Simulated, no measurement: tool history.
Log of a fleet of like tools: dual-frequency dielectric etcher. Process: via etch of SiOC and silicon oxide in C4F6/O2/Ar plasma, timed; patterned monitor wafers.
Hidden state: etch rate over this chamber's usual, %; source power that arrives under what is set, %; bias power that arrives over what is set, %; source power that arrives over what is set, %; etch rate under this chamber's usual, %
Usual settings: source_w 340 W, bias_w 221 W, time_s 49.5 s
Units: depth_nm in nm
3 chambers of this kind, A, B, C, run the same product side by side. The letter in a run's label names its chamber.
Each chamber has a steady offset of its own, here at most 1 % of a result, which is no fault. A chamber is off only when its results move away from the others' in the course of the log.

run	day	source_w	bias_w	time_s	hours since the last wet clean	hours since the last source power generator calibration	hours since the last bias power generator calibration	read-back reference wafer on the same gauge, depth_nm	depth_nm
1B	0.158	340	221	49.5	24.4	2159.3	3614.8	63.580	55.780
2C	0.429	340	221	49.5	457.1	1528.3	211.4	63.615	56.138
3A	0.679	340	221	49.5	253.4	2639.1	2289.1	63.566	55.654
4B	0.854	340	221	49.5	41.1	2176.0	3631.5	63.617	56.152
5A	1.104	340	221	49.5	263.6	2649.3	2299.3	63.600	55.971
6C	1.246	340	221	49.5	476.7	1547.9	231.0	63.648	56.072
7A	1.467	340	221	49.5	272.3	2658.0	2308.0	63.624	56.116
8B	1.696	340	221	49.5	61.3	2196.2	3651.7	63.619	56.064
9C	1.929	340	221	49.5	493.1	1564.3	247.4	63.595	56.173
10B	2.167	340	221	49.5	72.6	2207.5	3663.0	63.578	55.809
11A	2.379	340	221	49.5	294.2	2679.9	2329.9	63.593	56.465
12C	2.608	340	221	49.5	509.4	1580.6	263.7	63.576	56.342
# day 2.829: chamber C: wet clean of the chamber
13A	2.879	340	221	49.5	306.2	2691.9	2341.9	63.579	55.997
14C	3.096	340	221	49.5	6.5	1592.3	275.4	63.586	53.671
15B	3.321	340	221	49.5	100.3	2235.2	3690.7	63.591	56.045
16C	3.483	340	221	49.5	15.8	1601.6	284.7	63.577	54.164
17A	3.667	340	221	36.5	325.1	2710.8	2360.8	63.646	41.509
18B	3.788	340	221	36.5	111.5	2246.4	3701.9	63.647	41.109
19A	4.012	340	221	36.5	333.4	2719.1	2369.1	63.588	41.552
20B	4.138	340	221	49.5	119.9	2254.8	3710.3	63.699	55.803
21C	4.362	340	221	49.5	36.9	1622.7	305.8	63.606	54.149
22A	4.633	340	221	49.5	348.3	2734.0	2384.0	63.593	55.712
23B	4.771	340	221	49.5	135.1	2270.0	3725.5	63.554	55.643
24C	4.992	340	221	49.5	52.0	1637.8	320.9	63.618	54.192
25A	5.225	340	221	49.5	362.5	2748.2	2398.2	63.568	55.941
26C	5.450	340	221	60.0	63.0	1648.8	331.9	63.604	66.062
27B	5.692	340	221	60.0	157.2	2292.1	3747.6	63.586	67.427
28B	5.938	340	221	60.0	163.1	2298.0	3753.5	63.659	67.528
29C	6.104	340	221	49.5	78.7	1664.5	347.6	63.585	53.679

Next, every chamber runs the same settings. What will each give?
30A	6.300	340	221	49.5					?
30B	6.300	340	221	49.5					?
30C	6.300	340	221	49.5					?

run	depth_nm
30A	55.781
30B	55.897
30C	53.969
